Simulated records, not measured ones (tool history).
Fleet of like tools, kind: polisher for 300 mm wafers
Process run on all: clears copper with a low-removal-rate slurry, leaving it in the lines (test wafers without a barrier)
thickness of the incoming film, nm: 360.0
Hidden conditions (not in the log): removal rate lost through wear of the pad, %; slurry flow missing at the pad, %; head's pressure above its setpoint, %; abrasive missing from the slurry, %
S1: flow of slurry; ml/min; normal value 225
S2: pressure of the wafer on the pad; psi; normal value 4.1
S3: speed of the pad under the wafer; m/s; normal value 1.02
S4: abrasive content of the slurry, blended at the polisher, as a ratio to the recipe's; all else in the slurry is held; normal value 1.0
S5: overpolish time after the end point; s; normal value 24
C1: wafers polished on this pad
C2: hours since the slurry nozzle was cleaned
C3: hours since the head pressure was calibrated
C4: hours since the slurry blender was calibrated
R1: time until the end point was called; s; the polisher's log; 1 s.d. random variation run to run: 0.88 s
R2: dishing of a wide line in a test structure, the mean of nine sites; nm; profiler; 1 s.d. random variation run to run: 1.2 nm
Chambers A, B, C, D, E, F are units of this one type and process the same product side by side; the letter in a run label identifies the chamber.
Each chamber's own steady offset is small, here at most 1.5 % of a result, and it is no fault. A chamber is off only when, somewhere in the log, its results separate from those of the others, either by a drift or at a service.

run,hour,S1,S2,S3,S4,S5,C1,C2,C3,C4,R1,R2
1B,8.1,225,4.1,1.02,1.0,24,296,98.2,270.9,161.3,94.615,59.649
2E,13.1,225,4.1,1.02,1.0,24,881,217.3,480.4,58.1,93.615,58.299
# hour 16.1: chamber A: worn pad replaced by a new one
3D,22.6,225,4.1,1.02,1.0,24,379,92.4,1046.7,258.8,94.853,59.951
4F,28.3,225,4.1,1.02,1.0,24,850,138.9,975.2,142.6,95.630,61.513
# hour 31.4: chamber E: worn pad replaced by a new one
5A,33.2,225,4.1,1.02,1.0,24,178,516.7,1085.5,48.9,95.012,59.092
# hour 35.8: chamber B: worn pad replaced by a new one
6C,43.0,225,4.1,1.02,1.0,24,717,353.5,136.2,133.0,95.907,61.384
7C,48.0,225,4.1,1.02,1.0,32,769,358.5,141.2,138.0,95.915,74.198
# hour 56.3: chamber E: slurry nozzle cleaned
8D,56.4,225,4.1,1.02,1.0,32,730,126.2,1080.5,292.6,94.425,73.221
# hour 58.2: chamber F: worn pad replaced by a new one
# hour 62.0: chamber D: head pressure recalibrated
9A,65.1,225,4.1,1.02,1.0,32,510,548.6,1117.4,80.8,95.055,75.518
# hour 70.0: chamber C: worn pad replaced by a new one
10E,75.4,225,4.1,1.02,1.0,32,457,19.2,542.7,120.4,94.841,74.748
11B,85.0,225,4.1,1.02,1.0,32,512,175.1,347.8,238.2,93.791,73.307
12F,90.3,225,4.1,1.02,1.0,32,333,200.9,1037.2,204.6,94.212,72.960
# hour 91.7: chamber B: slurry blender recalibrated
13C,95.6,225,4.1,1.02,1.0,24,266,406.1,188.8,185.6,94.972,61.331
# hour 101.4: chamber B: worn pad replaced by a new one
14B,104.2,225,4.1,1.02,1.0,24,29,194.3,367.0,12.5,93.341,57.148
# hour 109.5: chamber A: worn pad replaced by a new one
# hour 111.6: chamber A: head pressure recalibrated
# hour 112.4: chamber C: slurry blender recalibrated
15D,113.1,225,4.1,1.02,1.0,24,1320,182.9,51.2,349.3,95.061,59.123
# hour 114.2: chamber D: slurry blender recalibrated
16E,120.8,225,4.1,1.02,1.0,24,929,64.6,588.1,165.8,93.819,58.791
17A,127.6,225,4.1,1.02,0.7,24,188,611.1,16.0,143.3,103.390,55.121
# hour 132.4: chamber D: worn pad replaced by a new one
18F,137.6,225,4.1,1.02,0.7,24,825,248.2,1084.5,251.9,101.610,55.723
19A,147.7,225,4.1,1.02,0.7,24,397,631.2,36.1,163.4,103.450,56.398
# hour 151.0: chamber E: worn pad replaced by a new one
# hour 155.6: chamber B: worn pad replaced by a new one
20B,156.8,225,4.1,1.02,0.7,24,13,246.9,419.6,65.1,103.080,56.207
# hour 159.5: chamber C: worn pad replaced by a new one
21C,162.2,225,4.1,1.02,0.7,24,28,472.7,255.4,49.8,100.670,56.607
# hour 171.0: chamber F: worn pad replaced by a new one
22D,171.9,225,4.1,1.02,0.7,24,411,241.7,110.0,57.8,102.310,57.370
# hour 172.6: chamber E: slurry blender recalibrated
23F,182.2,225,4.1,1.02,1.0,24,116,292.8,1129.1,296.5,94.464,60.380
24E,189.8,225,4.1,1.02,1.0,24,403,133.6,657.1,17.3,94.672,59.458
# hour 194.5: chamber A: worn pad replaced by a new one
25B,197.9,225,2.9,0.84,1.0,24,440,288.0,460.7,106.2,168.190,37.451
26C,207.4,225,2.9,0.84,1.0,24,498,517.9,300.6,95.0,157.790,36.640
27A,213.2,225,2.9,0.84,1.0,24,195,696.7,101.6,228.9,165.270,37.941
# hour 214.4: chamber F: slurry blender recalibrated
# hour 222.9: chamber B: worn pad replaced by a new one
28E,223.8,225,2.9,0.84,1.0,24,757,167.6,691.1,51.3,164.930,36.921
29D,230.5,225,2.9,0.84,1.0,24,1020,300.3,168.6,116.4,161.810,37.010
# hour 238.3: chamber C: worn pad replaced by a new one
30F,240.0,225,2.9,0.84,1.0,24,717,350.6,1186.9,25.6,162.640,36.055
31A,246.7,225,4.1,1.02,1.0,24,543,730.2,135.1,262.4,96.122,60.291
32B,255.8,225,4.1,1.02,1.0,24,342,345.9,518.6,164.1,95.096,59.839
33D,260.4,225,4.1,1.02,1.0,24,1331,330.2,198.5,146.3,95.521,58.515
34E,266.7,225,4.1,1.02,1.0,24,1203,210.5,734.0,94.2,94.346,61.829
# hour 266.9: chamber C: slurry nozzle cleaned
# hour 270.9: chamber F: worn pad replaced by a new one
# hour 271.8: chamber D: worn pad replaced by a new one
35F,274.4,225,4.1,1.02,1.0,24,36,385.0,1221.3,60.0,93.931,59.927
36C,283.8,225,4.1,1.02,1.0,24,473,16.9,377.0,171.4,89.511,61.823
37F,291.4,225,4.1,1.02,1.0,24,213,402.0,1238.3,77.0,95.994,58.371
# hour 295.4: chamber A: worn pad replaced by a new one
# hour 296.2: chamber A: slurry blender recalibrated
38D,299.1,225,4.1,1.02,1.0,24,284,368.9,237.2,185.0,93.603,58.860
39A,309.4,225,5.1,1.02,1.0,18,146,792.9,197.8,13.2,76.553,57.980

One chamber off, gauge drift, or nothing amiss beyond the chambers' own small offsets? If it is a chamber, which one, and what is the likeliest cause?

Chamber C drifts away from the others.
Likeliest cause: head's pressure above its setpoint, % = 6.36.

Which of the 4 candidates below, each the usual settings with something changed and its results left as question marks, puts chamber C back in line with what the other chambers give on the usual settings?
Maximum distance from the other chambers' mean on the usual settings for a result to count as in line: R1 3.100 s; R2 4.100 nm
40C-1,317.1,225,4.2,1.06,1.0,24,,,,,?,?
40C-2,317.1,225,3.9,0.96,1.0,24,,,,,?,?
40C-3,317.1,225,4.4,1.08,1.0,24,,,,,?,?
40C-4,317.1,225,4.0,0.98,1.0,24,,,,,?,?

Other chambers, usual settings, mean: R1 95.021 s; R2 59.566 nm
run,R1,R2
40C-1,84.188,66.376
40C-2,100.300,57.401
40C-3,78.810,70.142
40C-4,95.742,59.709
40C-4 puts the chamber back in line with the other chambers.
